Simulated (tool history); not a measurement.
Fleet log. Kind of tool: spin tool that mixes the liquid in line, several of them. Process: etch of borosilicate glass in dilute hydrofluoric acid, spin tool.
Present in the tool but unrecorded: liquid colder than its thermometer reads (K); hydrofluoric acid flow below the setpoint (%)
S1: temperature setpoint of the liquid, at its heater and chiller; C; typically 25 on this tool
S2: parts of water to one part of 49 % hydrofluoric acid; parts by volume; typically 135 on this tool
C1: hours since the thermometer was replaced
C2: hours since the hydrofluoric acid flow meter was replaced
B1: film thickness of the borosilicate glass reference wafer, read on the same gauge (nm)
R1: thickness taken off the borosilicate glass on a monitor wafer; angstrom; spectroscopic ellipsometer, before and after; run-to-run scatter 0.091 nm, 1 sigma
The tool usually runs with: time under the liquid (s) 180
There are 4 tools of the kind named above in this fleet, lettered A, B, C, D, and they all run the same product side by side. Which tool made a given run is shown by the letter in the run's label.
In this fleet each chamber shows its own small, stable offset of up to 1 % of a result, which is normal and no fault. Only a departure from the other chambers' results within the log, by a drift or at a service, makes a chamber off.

Run 1C, hour 10.1: usual settings; C1 581.0; C2 1023.2; B1 120.00. Result: R1 221.38 angstrom.
Run 2A, hour 23.2: usual settings; C1 519.9; C2 620.2; B1 120.01. Result: R1 223.75 angstrom.
Run 3D, hour 33.8: usual settings; C1 449.2; C2 1393.1; B1 120.02. Result: R1 221.72 angstrom.
Run 4B, hour 42.7: usual settings; C1 298.2; C2 285.3; B1 119.99. Result: R1 223.37 angstrom.
Run 5C, hour 50.0: usual settings but time under the liquid (s) 245; C1 620.9; C2 1063.1; B1 120.00. Result: R1 302.09 angstrom.
Run 6B, hour 60.5: usual settings but time under the liquid (s) 245; C1 316.0; C2 303.1; B1 120.00. Result: R1 306.64 angstrom.
Run 7A, hour 76.1: usual settings but time under the liquid (s) 245; C1 572.8; C2 673.1; B1 120.00. Result: R1 303.94 angstrom.
Run 8D, hour 83.9: usual settings but time under the liquid (s) 245; C1 499.3; C2 1443.2; B1 120.00. Result: R1 303.40 angstrom.
Run 9B, hour 93.0: usual settings; C1 348.5; C2 335.6; B1 119.99. Result: R1 224.33 angstrom.
Run 10C, hour 106.6: usual settings; C1 677.5; C2 1119.7; B1 120.00. Result: R1 220.85 angstrom.
At hour 114.4: chamber D: hydrofluoric acid flow meter replaced.
Run 11A, hour 116.2: usual settings; C1 612.9; C2 713.2; B1 120.01. Result: R1 222.76 angstrom.
Run 12D, hour 129.3: usual settings; C1 544.7; C2 14.9; B1 120.01. Result: R1 222.96 angstrom.
Run 13C, hour 145.1: usual settings; C1 716.0; C2 1158.2; B1 120.00. Result: R1 224.18 angstrom.
Run 14D, hour 152.7: usual settings but S2 170 parts by volume, time under the liquid (s) 125; C1 568.1; C2 38.3; B1 120.00. Result: R1 118.18 angstrom.
Run 15A, hour 168.4: usual settings but S2 170 parts by volume, time under the liquid (s) 125; C1 665.1; C2 765.4; B1 120.01. Result: R1 117.65 angstrom.
Run 16B, hour 183.9: usual settings but S2 170 parts by volume, time under the liquid (s) 125; C1 439.4; C2 426.5; B1 119.99. Result: R1 119.21 angstrom.
Run 17B, hour 197.6: usual settings but S2 170 parts by volume, time under the liquid (s) 125; C1 453.1; C2 440.2; B1 119.99. Result: R1 118.83 angstrom.
Run 18A, hour 211.4: usual settings; C1 708.1; C2 808.4; B1 120.00. Result: R1 218.49 angstrom.
Run 19C, hour 226.0: usual settings; C1 796.9; C2 1239.1; B1 119.99. Result: R1 220.68 angstrom.
Run 20D, hour 241.2: usual settings; C1 656.6; C2 126.8; B1 119.98. Result: R1 223.11 angstrom.
Run 21A, hour 252.5: usual settings; C1 749.2; C2 849.5; B1 119.99. Result: R1 217.69 angstrom.
Run 22C, hour 268.0: usual settings but S2 85 parts by volume, time under the liquid (s) 120; C1 838.9; C2 1281.1; B1 120.00. Result: R1 249.47 angstrom.
Run 23B, hour 280.4: usual settings but S2 85 parts by volume, time under the liquid (s) 120; C1 535.9; C2 523.0; B1 119.98. Result: R1 250.70 angstrom.
Run 24D, hour 294.2: usual settings but S2 85 parts by volume, time under the liquid (s) 120; C1 709.6; C2 179.8; B1 120.00. Result: R1 252.92 angstrom.
Run 25B, hour 303.4: usual settings but S2 85 parts by volume, time under the liquid (s) 120; C1 558.9; C2 546.0; B1 119.99. Result: R1 251.35 angstrom.
Run 26A, hour 314.7: usual settings but S2 190 parts by volume; C1 811.4; C2 911.7; B1 120.02. Result: R1 144.57 angstrom.
Run 27C, hour 327.7: usual settings but S2 190 parts by volume; C1 898.6; C2 1340.8; B1 119.98. Result: R1 147.73 angstrom.
Run 28D, hour 341.9: usual settings but S2 190 parts by volume; C1 757.3; C2 227.5; B1 120.00. Result: R1 148.44 angstrom.
At hour 342.2: chamber A: thermometer replaced.
Run 29A, hour 356.4: usual settings but S2 190 parts by volume; C1 14.3; C2 953.4; B1 119.99. Result: R1 143.98 angstrom.

Has any chamber moved away from the others, gradually or after a service, or does the common gauge drift, or do the chambers differ only by their own small steady offsets? State the chamber and the most likely cause if one applies.

It is chamber A that slowly wanders off from its peers.
What lies behind it: hydrofluoric acid flow below the setpoint (%) = 3.32.

Chamber A could run next with any of the 4 candidate recipes listed below; each alters the usual settings, and their results appear as question marks. Which one brings its results back in line with what the other chambers deliver on the usual settings?
Allowed miss from the other chambers' usual-settings mean, per result, to count as in line: R1 3.20 angstrom
Run 30A-1, hour 367.9: usual settings but S2 140 parts by volume, time under the liquid (s) 175. Result: R1 ?.
Run 30A-2, hour 367.9: usual settings but S2 130 parts by volume. Result: R1 ?.
Run 30A-3, hour 367.9: usual settings but S2 130 parts by volume, time under the liquid (s) 185. Result: R1 ?.
Run 30A-4, hour 367.9: usual settings but S2 140 parts by volume. Result: R1 ?.

Usual-settings mean across the other chambers: R1 223.21 angstrom
  run      R1
30A-1  200.28
30A-2  224.30
30A-3  230.53
30A-4  206.00
30A-2 brings the chamber back in line.
